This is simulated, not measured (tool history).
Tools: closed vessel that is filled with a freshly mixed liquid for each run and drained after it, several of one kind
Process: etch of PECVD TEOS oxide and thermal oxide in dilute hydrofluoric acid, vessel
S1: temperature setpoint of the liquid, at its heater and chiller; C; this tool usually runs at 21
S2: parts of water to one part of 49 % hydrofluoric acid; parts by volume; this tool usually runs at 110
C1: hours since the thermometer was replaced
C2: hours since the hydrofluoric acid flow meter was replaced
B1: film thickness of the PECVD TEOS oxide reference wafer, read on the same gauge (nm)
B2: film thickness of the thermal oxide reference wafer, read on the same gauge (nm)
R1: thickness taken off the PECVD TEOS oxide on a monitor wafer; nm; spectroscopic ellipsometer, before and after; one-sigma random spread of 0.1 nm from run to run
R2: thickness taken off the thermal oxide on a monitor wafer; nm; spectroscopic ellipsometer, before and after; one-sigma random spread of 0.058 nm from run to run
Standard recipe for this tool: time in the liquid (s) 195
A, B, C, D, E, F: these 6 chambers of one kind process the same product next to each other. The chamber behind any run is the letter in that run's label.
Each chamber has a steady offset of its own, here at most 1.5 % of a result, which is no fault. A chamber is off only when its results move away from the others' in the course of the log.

run 1F day=0.125 | S1=21 S2=110 time_in_the_liquid_(s)=195 | C1=137.6 C2=791 | B1=150.03 B2=139.98 | R1=15.994 R2=7.2588
run 2C day=0.308 | S1=21 S2=110 time_in_the_liquid_(s)=195 | C1=546 C2=162.9 | B1=150.02 B2=139.99 | R1=15.841 R2=7.3912
run 3D day=0.471 | S1=21 S2=110 time_in_the_liquid_(s)=195 | C1=258.4 C2=442.8 | B1=150.02 B2=140.02 | R1=15.7 R2=7.1183
run 4B day=0.592 | S1=21 S2=110 time_in_the_liquid_(s)=195 | C1=569.7 C2=704.1 | B1=150.03 B2=139.97 | R1=15.725 R2=7.2104
run 5E day=0.754 | S1=21 S2=110 time_in_the_liquid_(s)=195 | C1=58.6 C2=1092.7 | B1=149.97 B2=139.98 | R1=15.52 R2=7.3035
run 6A day=0.9 | S1=21 S2=110 time_in_the_liquid_(s)=195 | C1=1865.3 C2=510 | B1=150 B2=140.01 | R1=15.773 R2=7.2917
run 7D day=1.05 | S1=21 S2=110 time_in_the_liquid_(s)=195 | C1=272.3 C2=456.7 | B1=150.01 B2=139.98 | R1=15.796 R2=7.1893
run 8F day=1.158 | S1=21 S2=110 time_in_the_liquid_(s)=195 | C1=162.4 C2=815.8 | B1=150 B2=140.01 | R1=15.954 R2=7.3045
run 9A day=1.288 | S1=21 S2=110 time_in_the_liquid_(s)=195 | C1=1874.6 C2=519.3 | B1=149.99 B2=140 | R1=15.736 R2=7.3607
run 10E day=1.45 | S1=21 S2=140 time_in_the_liquid_(s)=195 | C1=75.3 C2=1109.4 | B1=149.96 B2=140.01 | R1=11.827 R2=5.4975
run 11C day=1.6 | S1=21 S2=140 time_in_the_liquid_(s)=195 | C1=577 C2=193.9 | B1=149.98 B2=139.98 | R1=11.977 R2=5.4653
run 12B day=1.771 | S1=21 S2=140 time_in_the_liquid_(s)=195 | C1=598 C2=732.4 | B1=150.02 B2=139.99 | R1=12.019 R2=5.5025
run 13C day=1.908 | S1=21 S2=140 time_in_the_liquid_(s)=195 | C1=584.4 C2=201.3 | B1=149.98 B2=139.99 | R1=12.213 R2=5.5456
run 14B day=2.05 | S1=21 S2=140 time_in_the_liquid_(s)=195 | C1=604.7 C2=739.1 | B1=149.97 B2=139.98 | R1=11.999 R2=5.5254
run 15D day=2.229 | S1=21 S2=140 time_in_the_liquid_(s)=195 | C1=300.6 C2=485 | B1=149.98 B2=140.03 | R1=12.044 R2=5.582
run 16F day=2.408 | S1=21 S2=110 time_in_the_liquid_(s)=195 | C1=192.4 C2=845.8 | B1=149.98 B2=139.97 | R1=15.744 R2=7.2479
run 17E day=2.571 | S1=21 S2=110 time_in_the_liquid_(s)=110 | C1=102.2 C2=1136.3 | B1=149.96 B2=140.01 | R1=8.7605 R2=4.0356
run 18A day=2.65 | S1=21 S2=110 time_in_the_liquid_(s)=110 | C1=1907.3 C2=552 | B1=150 B2=140 | R1=8.9435 R2=4.1428
run 19A day=2.75 | S1=21 S2=110 time_in_the_liquid_(s)=110 | C1=1909.7 C2=554.4 | B1=149.98 B2=140.01 | R1=8.8345 R2=4.1255
run 20F day=2.929 | S1=21 S2=110 time_in_the_liquid_(s)=110 | C1=204.9 C2=858.3 | B1=150 B2=139.98 | R1=8.9025 R2=4.1634
run 21B day=3.058 | S1=21 S2=110 time_in_the_liquid_(s)=110 | C1=628.9 C2=763.3 | B1=150 B2=140 | R1=8.8596 R2=4.1458
run 22E day=3.238 | S1=21 S2=110 time_in_the_liquid_(s)=110 | C1=118.2 C2=1152.3 | B1=150.01 B2=139.98 | R1=8.8045 R2=4.1515
run 23D day=3.383 | S1=18 S2=140 time_in_the_liquid_(s)=195 | C1=328.3 C2=512.7 | B1=150 B2=139.99 | R1=10.714 R2=5.0039
run 24C day=3.471 | S1=18 S2=140 time_in_the_liquid_(s)=195 | C1=621.9 C2=238.8 | B1=150.03 B2=140.01 | R1=10.96 R2=5.0122
run 25C day=3.571 | S1=18 S2=140 time_in_the_liquid_(s)=195 | C1=624.3 C2=241.2 | B1=149.99 B2=140.02 | R1=10.965 R2=5.1181
run 26D day=3.688 | S1=18 S2=140 time_in_the_liquid_(s)=195 | C1=335.6 C2=520 | B1=150.02 B2=140.01 | R1=10.713 R2=4.8901
run 27F day=3.833 | S1=18 S2=140 time_in_the_liquid_(s)=195 | C1=226.6 C2=880 | B1=149.96 B2=140 | R1=10.687 R2=4.9112
run 28E day=3.975 | S1=18 S2=140 time_in_the_liquid_(s)=195 | C1=135.9 C2=1170 | B1=149.99 B2=139.98 | R1=10.449 R2=4.9059
run 29A day=4.121 | S1=21 S2=110 time_in_the_liquid_(s)=195 | C1=1942.6 C2=587.3 | B1=150 B2=139.99 | R1=15.798 R2=7.3084
run 30B day=4.212 | S1=21 S2=110 time_in_the_liquid_(s)=195 | C1=656.6 C2=791 | B1=150 B2=140.01 | R1=15.788 R2=7.3679
run 31C day=4.308 | S1=21 S2=110 time_in_the_liquid_(s)=195 | C1=642 C2=258.9 | B1=150.02 B2=140.04 | R1=16.637 R2=7.6719
-- day=4.479 chamber F: hydrofluoric acid flow meter replaced
run 32B day=4.479 | S1=21 S2=110 time_in_the_liquid_(s)=195 | C1=663 C2=797.4 | B1=150.01 B2=140.01 | R1=15.564 R2=7.2552
run 33F day=4.654 | S1=21 S2=110 time_in_the_liquid_(s)=195 | C1=246.3 C2=4.3 | B1=149.96 B2=139.99 | R1=15.915 R2=7.3671
run 34E day=4.742 | S1=21 S2=110 time_in_the_liquid_(s)=195 | C1=154.3 C2=1188.4 | B1=149.99 B2=140 | R1=15.741 R2=7.2342
run 35D day=4.85 | S1=21 S2=110 time_in_the_liquid_(s)=195 | C1=363.5 C2=547.9 | B1=150.01 B2=140.02 | R1=15.851 R2=7.2263
run 36A day=4.938 | S1=23.5 S2=70 time_in_the_liquid_(s)=195 | C1=1962.2 C2=606.9 | B1=149.98 B2=140.04 | R1=28.459 R2=12.967
run 37B day=5.121 | S1=23.5 S2=70 time_in_the_liquid_(s)=195 | C1=678.4 C2=812.8 | B1=150.02 B2=139.99 | R1=28.451 R2=13.257
run 38A day=5.308 | S1=23.5 S2=70 time_in_the_liquid_(s)=195 | C1=1971.1 C2=615.8 | B1=149.98 B2=140 | R1=28.303 R2=13.134
run 39D day=5.45 | S1=23.5 S2=70 time_in_the_liquid_(s)=195 | C1=377.9 C2=562.3 | B1=150 B2=139.98 | R1=28.579 R2=13.036
run 40F day=5.538 | S1=23.5 S2=70 time_in_the_liquid_(s)=195 | C1=267.5 C2=25.5 | B1=149.99 B2=140.03 | R1=29.028 R2=13.59
run 41C day=5.662 | S1=23.5 S2=70 time_in_the_liquid_(s)=195 | C1=674.5 C2=291.4 | B1=150.04 B2=139.98 | R1=30.868 R2=14.195
run 42E day=5.8 | S1=21 S2=110 time_in_the_liquid_(s)=195 | C1=179.7 C2=1213.8 | B1=150.01 B2=140 | R1=15.688 R2=7.2282
run 43F day=5.879 | S1=21 S2=110 time_in_the_liquid_(s)=195 | C1=275.7 C2=33.7 | B1=150 B2=140.01 | R1=15.856 R2=7.2992

One chamber off, gauge drift, or nothing amiss beyond the chambers' own small offsets? If it is a chamber, which one, and what is the likeliest cause?

Little by little, chamber C moves away from the other chambers.
Most likely cause: hydrofluoric acid flow above the setpoint (%) = 6.37.
It could be hard to tell apart here from: liquid hotter than its thermometer reads (K).

Here are 4 candidates for chamber C's next run, each the usual settings with a change, their results left as question marks. Which one brings its results back in line with what the others give on the usual settings?
Allowed miss from the other chambers' usual-settings mean, per result, to count as in line: R1 0.37 nm; R2 0.2 nm
run 44C-1 day=6.012 | S1=21 S2=115 time_in_the_liquid_(s)=190 | R1=? R2=?
run 44C-2 day=6.012 | S1=21 S2=105 time_in_the_liquid_(s)=200 | R1=? R2=?
run 44C-3 day=6.012 | S1=21 S2=105 time_in_the_liquid_(s)=210 | R1=? R2=?
run 44C-4 day=6.012 | S1=21 S2=115 time_in_the_liquid_(s)=180 | R1=? R2=?

Average result of the remaining chambers running the usual settings: R1 15.756 nm; R2 7.2782 nm
run=44C-1 R1=15.632 R2=7.257
run=44C-2 R1=18.22 R2=8.4581
run=44C-3 R1=19.131 R2=8.881
run=44C-4 R1=14.81 R2=6.875
44C-1 puts the chamber back in line with the other chambers.
